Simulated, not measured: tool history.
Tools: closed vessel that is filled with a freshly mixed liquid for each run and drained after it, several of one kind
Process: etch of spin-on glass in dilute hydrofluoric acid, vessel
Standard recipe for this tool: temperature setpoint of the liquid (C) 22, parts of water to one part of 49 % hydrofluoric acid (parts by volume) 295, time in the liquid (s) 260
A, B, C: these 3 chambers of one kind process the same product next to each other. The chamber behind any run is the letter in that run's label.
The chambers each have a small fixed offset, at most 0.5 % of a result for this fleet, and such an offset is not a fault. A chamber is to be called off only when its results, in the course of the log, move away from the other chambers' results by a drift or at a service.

run,day,temperature setpoint of the liquid (C),parts of water to one part of 49 % hydrofluoric acid (parts by volume),time in the liquid (s),hours since the thermometer was replaced,hours since the hydrofluoric acid flow meter was replaced,"read-back film thickness of the spin-on glass reference wafer, read on the same gauge (nm)",thickness taken off the spin-on glass on a monitor wafer (angstrom)
1A,0.429,22,295,260,392.5,388.7,110,206.12
2C,0.825,22,295,260,342.3,319.7,110,205.66
3B,1.038,22,295,260,1938.9,395.4,110.01,205.49
4A,1.379,22,295,260,415.3,411.5,109.99,206.18
5C,1.788,22,295,120,365.4,342.8,110,94.952
6B,2.258,22,295,120,1968.2,424.7,110.02,94.95
7B,2.708,22,295,120,1979,435.5,110.01,95.233
8A,2.975,22,295,190,453.6,449.8,110,151.15
9C,3.25,22,295,190,400.5,377.9,109.99,149.38
10A,3.592,22,295,190,468.4,464.6,109.98,151.34
11B,3.875,22,295,260,2007,463.5,110,206.4
12C,4.171,22,295,260,422.6,400,109.99,205.57
13B,4.512,22,295,260,2022.3,478.8,109.99,205.8
14C,4.767,22,295,260,436.9,414.3,110,204.08
15A,5.083,22,295,260,504.2,500.4,109.99,205.98
16C,5.321,22,295,260,450.2,427.6,110.01,205.02
17A,5.546,22,295,260,515.3,511.5,110.01,204.96
18B,5.962,22,295,260,2057.1,513.6,110,205.55
19A,6.396,22,295,260,535.7,531.9,109.99,207.22
20B,6.646,18.5,295,145,2073.5,530,110.02,101.23
21C,7.079,18.5,295,145,492.4,469.8,110,101.69
# day 7.133: chamber B: thermometer replaced
22B,7.421,18.5,295,145,7,548.6,109.99,101.04
23C,7.883,22,295,260,511.7,489.1,109.99,206.81
24A,8.317,22,295,260,581.8,578,110.01,206.84
25C,8.775,22,295,260,533.1,510.5,110.01,209.04
26A,8.992,22,295,260,598,594.2,110,206.4
27B,9.312,22,295,260,52.4,594,110.01,205.49
28C,9.554,22,295,260,551.8,529.2,109.98,210.71
29B,9.904,22,295,260,66.6,608.2,109.99,205.48
30A,10.2,20.5,385,260,627,623.2,110,137.95
31B,10.508,20.5,385,260,81.1,622.7,109.99,137.2
32A,10.817,20.5,385,260,641.8,638,109.99,138.31
33C,11.258,22,295,260,592.7,570.1,110,212.17
34C,11.496,22,295,260,598.4,575.8,110.01,211.45
35A,11.85,22,295,260,666.6,662.8,110.01,207.16
36B,12.146,22,295,260,120.4,662,110,205.87
37B,12.425,22,295,260,127.1,668.7,110.01,206.41
38A,12.762,22,295,260,688.5,684.7,109.98,205.36
39C,13.108,22,295,260,637.1,614.5,109.98,212.3

What goes on in this fleet: one chamber off, a drifting gauge, or nothing beyond the chambers' own small offsets? Name the chamber and the cause, if any.

It is chamber C that slowly wanders off from its peers.
Likeliest cause: liquid hotter than its thermometer reads (K) = 1.02.
It could be hard to tell apart here from: hydrofluoric acid flow above the setpoint (%).

Chamber C could run next with any of the 4 candidate recipes listed below; each alters the usual settings, and their results appear as question marks. Which one brings its results back in line with what the other chambers deliver on the usual settings?
Counts as in line when no further than this from what the other chambers average on the usual settings: thickness taken off the spin-on glass on a monitor wafer (angstrom) 2.2
40C-1,13.454,22,295,270,,,,?
40C-2,13.454,21,295,260,,,,?
40C-3,13.454,20.5,295,260,,,,?
40C-4,13.454,23.5,295,260,,,,?

Mean of the other chambers on the usual settings: thickness taken off the spin-on glass on a monitor wafer (angstrom) 205.88
run,thickness taken off the spin-on glass on a monitor wafer (angstrom)
40C-1,221.39
40C-2,205.76
40C-3,202.11
40C-4,224.58
The right change is 40C-2: it brings the chamber back within the allowed miss of the others.

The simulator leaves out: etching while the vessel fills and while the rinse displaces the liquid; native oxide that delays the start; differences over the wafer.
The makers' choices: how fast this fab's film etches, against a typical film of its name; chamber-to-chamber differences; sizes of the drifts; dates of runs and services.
